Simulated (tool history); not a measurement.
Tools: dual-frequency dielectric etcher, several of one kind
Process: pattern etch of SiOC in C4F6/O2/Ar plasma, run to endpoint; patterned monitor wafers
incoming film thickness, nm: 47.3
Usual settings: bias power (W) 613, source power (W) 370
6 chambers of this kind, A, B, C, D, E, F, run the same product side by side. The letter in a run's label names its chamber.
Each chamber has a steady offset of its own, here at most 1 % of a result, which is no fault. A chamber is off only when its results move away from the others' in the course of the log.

run   hour  bias power (W)  source power (W)  endpoint time (s)
 1B    5.7             613               370             15.365
 2D   14.4             613               370             15.005
 3A   18.5             613               370             15.064
      18.7  -- chamber D: wet clean of the chamber
 4C   23.1             613               370             15.026
 5F   28.5             613               370             15.196
 6E   33.2             613               370             15.246
      34.6  -- chamber C: wet clean of the chamber
 7C   40.4             613               370             15.070
 8B   50.0             613               370             15.181
 9F   55.9             613               370             15.120
10E   64.7             613               370             15.291
11D   74.2             613               370             15.034
12A   82.8             613               370             15.004
13D   87.0             613               370             14.969
14C   91.5             613               370             15.032
15F   99.2             613               370             15.196
     101.8  -- chamber E: wet clean of the chamber
16E  103.7             613               300             16.503
17A  112.5             613               300             16.290
18B  119.0             613               300             16.527
19B  128.6             613               300             16.399
20D  134.1             613               300             16.104
21C  141.8             613               300             16.260
22E  147.2             613               370             15.180
23F  156.2             613               370             15.164
24A  164.9             613               370             15.063
25A  173.4             729               440             13.128
26D  178.7             729               440             13.236
27B  185.4             729               440             13.297
28F  189.7             729               440             13.283
     192.1  -- chamber B: wet clean of the chamber
29E  199.0             729               440             13.366
30C  204.2             729               440             13.272
31E  210.4             613               370             15.175
32C  215.7             613               370             15.117
33F  220.2             613               370             15.110
34A  226.5             613               370             14.774
35D  235.2             613               370             14.968
36B  242.1             613               370             15.196
37E  248.8             613               370             15.161
38D  256.6             613               370             15.011
39A  261.7             613               370             14.785
40C  266.5             744               450             12.981
41B  273.1             744               450             13.191
42F  280.3             744               450             13.033
43E  286.0             744               450             13.059
44F  293.1             744               450             13.180

Is one chamber off against the others, does the gauge drift, or is nothing wrong? If a chamber is off, say which, and what the likeliest cause is.

Chamber A drifts away from the others.
Cause: etch rate over this chamber's usual, % = 3.31.

Here are 4 candidates for chamber A's next run, each the usual settings with a change, their results left as question marks. Which one brings its results back in line with what the others give on the usual settings?
In line means no further than this from the other chambers' mean on the usual settings: endpoint time (s) 0.220
45A-1  300.1             678               410                  ?
45A-2  300.1             581               350                  ?
45A-3  300.1             503               370                  ?
45A-4  300.1             613               410                  ?

The other chambers' mean on the usual settings: endpoint time (s) 15.148
  run  endpoint time (s)
45A-1             13.497
45A-2             15.196
45A-3             15.727
45A-4             14.035
45A-2 brings the chamber back in line.
